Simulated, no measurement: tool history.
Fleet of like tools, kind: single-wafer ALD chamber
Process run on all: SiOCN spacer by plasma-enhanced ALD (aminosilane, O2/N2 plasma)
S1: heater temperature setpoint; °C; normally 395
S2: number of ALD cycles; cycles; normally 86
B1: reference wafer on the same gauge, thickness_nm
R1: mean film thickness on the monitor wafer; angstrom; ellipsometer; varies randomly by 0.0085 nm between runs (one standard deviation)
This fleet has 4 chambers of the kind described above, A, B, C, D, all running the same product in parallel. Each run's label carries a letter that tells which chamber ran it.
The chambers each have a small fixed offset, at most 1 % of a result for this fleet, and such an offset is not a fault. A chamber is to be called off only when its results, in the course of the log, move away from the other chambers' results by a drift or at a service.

run 1A hour=8.1 | S1=395 S2=86 | B1=6.1312 | R1=51.54
run 2B hour=17.9 | S1=395 S2=86 | B1=6.1339 | R1=52.205
run 3D hour=27.7 | S1=395 S2=86 | B1=6.1337 | R1=52.147
run 4C hour=35.8 | S1=395 S2=86 | B1=6.1329 | R1=52.125
run 5C hour=43.1 | S1=395 S2=86 | B1=6.1357 | R1=52.098
run 6D hour=54.1 | S1=395 S2=86 | B1=6.1361 | R1=52.283
run 7B hour=59.6 | S1=395 S2=86 | B1=6.1387 | R1=52.191
run 8A hour=68.5 | S1=395 S2=86 | B1=6.1407 | R1=51.633
run 9C hour=79 | S1=395 S2=86 | B1=6.1414 | R1=52.035
run 10D hour=86.9 | S1=395 S2=102 | B1=6.1434 | R1=62.016
run 11A hour=97.4 | S1=395 S2=102 | B1=6.1442 | R1=61.352
run 12B hour=108.8 | S1=395 S2=102 | B1=6.146 | R1=61.912
run 13D hour=115.3 | S1=395 S2=102 | B1=6.143 | R1=62.11
run 14C hour=124.6 | S1=405 S2=76 | B1=6.1459 | R1=45.015
run 15A hour=129.8 | S1=405 S2=76 | B1=6.1494 | R1=45.033
run 16B hour=137.8 | S1=405 S2=76 | B1=6.1491 | R1=44.791
run 17D hour=144.5 | S1=405 S2=76 | B1=6.1518 | R1=45.547
-- hour=148.7 chamber A: thermocouple changed; heater temperature recalibrated
run 18C hour=154 | S1=395 S2=86 | B1=6.1504 | R1=52.123
run 19A hour=164 | S1=395 S2=86 | B1=6.1551 | R1=51.758
run 20B hour=172.7 | S1=404 S2=75 | B1=6.1557 | R1=44.466
run 21D hour=180.4 | S1=404 S2=75 | B1=6.1563 | R1=45.197
run 22A hour=186.1 | S1=404 S2=75 | B1=6.1554 | R1=44.583
run 23B hour=197.1 | S1=404 S2=75 | B1=6.1608 | R1=44.382
run 24C hour=202.4 | S1=395 S2=86 | B1=6.1571 | R1=52.099
run 25D hour=210.6 | S1=395 S2=86 | B1=6.1594 | R1=52.304
run 26C hour=216.3 | S1=395 S2=86 | B1=6.1578 | R1=52.411
run 27A hour=228.1 | S1=395 S2=86 | B1=6.1605 | R1=51.877
run 28B hour=236.9 | S1=395 S2=86 | B1=6.1609 | R1=52.338
run 29B hour=246.2 | S1=395 S2=86 | B1=6.1641 | R1=52.305
run 30D hour=252.6 | S1=402 S2=96 | B1=6.1668 | R1=58.199
run 31A hour=261 | S1=402 S2=96 | B1=6.1643 | R1=57.699
run 32C hour=266.8 | S1=402 S2=96 | B1=6.1637 | R1=57.64
run 33B hour=275.8 | S1=402 S2=96 | B1=6.1698 | R1=57.324
run 34D hour=287 | S1=395 S2=72 | B1=6.1707 | R1=43.949

The same settings go to every chamber for the next run, one line per chamber below. Forecast the results for each:
run 35A hour=295.6 | S1=381 S2=86 | R1=?
run 35B hour=295.6 | S1=381 S2=86 | R1=?
run 35C hour=295.6 | S1=381 S2=86 | R1=?
run 35D hour=295.6 | S1=381 S2=86 | R1=?

run=35A R1=51.994
run=35B R1=52.375
run=35C R1=52.34
run=35D R1=52.576
